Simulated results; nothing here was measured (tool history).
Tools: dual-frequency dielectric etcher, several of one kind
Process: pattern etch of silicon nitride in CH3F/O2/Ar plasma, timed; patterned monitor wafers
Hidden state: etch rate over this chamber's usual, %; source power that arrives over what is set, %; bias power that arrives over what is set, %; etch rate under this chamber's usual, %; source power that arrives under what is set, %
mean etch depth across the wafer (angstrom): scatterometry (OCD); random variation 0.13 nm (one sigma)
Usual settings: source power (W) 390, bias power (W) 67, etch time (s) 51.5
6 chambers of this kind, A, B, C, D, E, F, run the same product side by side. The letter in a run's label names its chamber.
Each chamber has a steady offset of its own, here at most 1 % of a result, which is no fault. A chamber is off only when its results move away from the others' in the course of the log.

run,day,source power (W),bias power (W),etch time (s),hours since the last wet clean,hours since the last source power generator calibration,hours since the last bias power generator calibration,"read-back reference wafer on the same gauge, depth_nm",mean etch depth across the wafer (angstrom)
# day 0.017: chamber C: wet clean of the chamber
# day 0.142: chamber A: source power generator calibrated
1F,0.158,390,67,51.5,360.5,106.1,2799.4,39.027,351
2A,0.346,390,67,51.5,512.3,4.9,638.2,38.996,350.73
3D,0.508,390,67,51.5,253.2,618.2,427.1,39.032,349.07
4C,0.679,390,67,51.5,15.9,3907.8,2411.4,39,351.03
5E,0.867,320,67,36.5,361,2659.2,3163.5,39.016,228.42
6B,1.029,320,67,36.5,77.4,903.9,1567,38.998,228.05
7F,1.183,320,67,36.5,385.1,130.7,2824,38.99,230.91
8C,1.329,320,67,36.5,31.5,3923.4,2427,38.97,231.37
9D,1.508,320,67,36.5,277.2,642.2,451.1,38.98,229.92
10B,1.638,320,67,36.5,92,918.5,1581.6,39.036,228.83
11E,1.758,390,67,51.5,382.4,2680.6,3184.9,39.023,345.46
12A,1.862,390,67,51.5,548.7,41.3,674.6,38.964,345.22
13F,2.004,390,67,51.5,404.8,150.4,2843.7,39.016,350.2
14B,2.2,390,67,51.5,105.5,932,1595.1,38.998,348.71
15A,2.292,390,67,51.5,559,51.6,684.9,38.983,347.84
16C,2.425,390,53,51.5,57.8,3949.7,2453.3,38.972,322.78
17E,2.529,390,53,51.5,400.9,2699.1,3203.4,39.013,318.04
18D,2.683,390,53,51.5,305.4,670.4,479.3,38.97,322.08
19C,2.838,390,53,51.5,67.7,3959.6,2463.2,38.989,324.91
20E,2.979,390,53,51.5,411.7,2709.9,3214.2,39.004,320.47
21F,3.067,390,53,51.5,430.3,175.9,2869.2,38.982,326.28
22A,3.225,390,67,51.5,581.4,74,707.3,38.972,347.35
23B,3.412,390,67,51.5,134.6,961.1,1624.2,39.01,348.88
24D,3.583,320,73,51.5,327,692,500.9,38.994,332.98
# day 3.596: chamber F: wet clean of the chamber
25F,3.775,320,73,51.5,4.3,192.9,2886.2,38.982,350.08
26C,3.888,320,73,51.5,92.9,3984.8,2488.4,39.033,333.52
27B,4.008,320,73,51.5,148.9,975.4,1638.5,39.031,332.82
28E,4.121,320,73,51.5,439.1,2737.3,3241.6,38.969,330.93
29A,4.304,320,73,51.5,607.3,99.9,733.2,38.968,332.95
30D,4.438,390,67,51.5,347.5,712.5,521.4,39.034,349.09
31B,4.525,390,67,51.5,161.3,987.8,1650.9,38.998,348.4
32A,4.708,390,67,51.5,617,109.6,742.9,38.976,348.27
33F,4.883,390,67,51.5,30.9,219.5,2912.8,38.999,367.27
34E,5.05,390,67,51.5,461.4,2759.6,3263.9,38.999,346.26
# day 5.129: chamber A: wet clean of the chamber
35D,5.15,390,67,51.5,364.6,729.6,538.5,39.031,348.9
36C,5.292,340,67,51.5,126.6,4018.5,2522.1,38.957,331.71
37E,5.458,340,67,51.5,471.2,2769.4,3273.7,39.022,329.5
38C,5.633,340,67,51.5,134.8,4026.7,2530.3,39.015,334.77
39D,5.721,340,67,51.5,378.3,743.3,552.2,38.971,331.12
40B,5.888,340,67,51.5,194,1020.5,1683.6,39.01,330.19
41A,6.067,340,67,51.5,22.6,142.2,775.5,39.003,331.06
42F,6.262,390,67,51.5,64,252.6,2945.9,39.019,368.06
43D,6.388,390,67,51.5,394.3,759.3,568.2,38.997,351.79

Is one chamber off against the others, does the gauge drift, or is nothing wrong? If a chamber is off, say which, and what the likeliest cause is.

A service left chamber F off against the others.
Cause: etch rate over this chamber's usual, % = 4.06.

Here are 4 candidates for chamber F's next run, each the usual settings with a change, their results left as question marks. Which one brings its results back in line with what the others give on the usual settings?
In line means no further than this from the other chambers' mean on the usual settings: mean etch depth across the wafer (angstrom) 4.7
44F-1,6.529,410,67,51.5,,,,,?
44F-2,6.529,360,63,51.5,,,,,?
44F-3,6.529,390,67,54,,,,,?
44F-4,6.529,390,67,50.5,,,,,?

The other chambers' mean on the usual settings: mean etch depth across the wafer (angstrom) 348.3
run,mean etch depth across the wafer (angstrom)
44F-1,373.59
44F-2,347.94
44F-3,384.25
44F-4,359.35
44F-2 brings the chamber back in line.

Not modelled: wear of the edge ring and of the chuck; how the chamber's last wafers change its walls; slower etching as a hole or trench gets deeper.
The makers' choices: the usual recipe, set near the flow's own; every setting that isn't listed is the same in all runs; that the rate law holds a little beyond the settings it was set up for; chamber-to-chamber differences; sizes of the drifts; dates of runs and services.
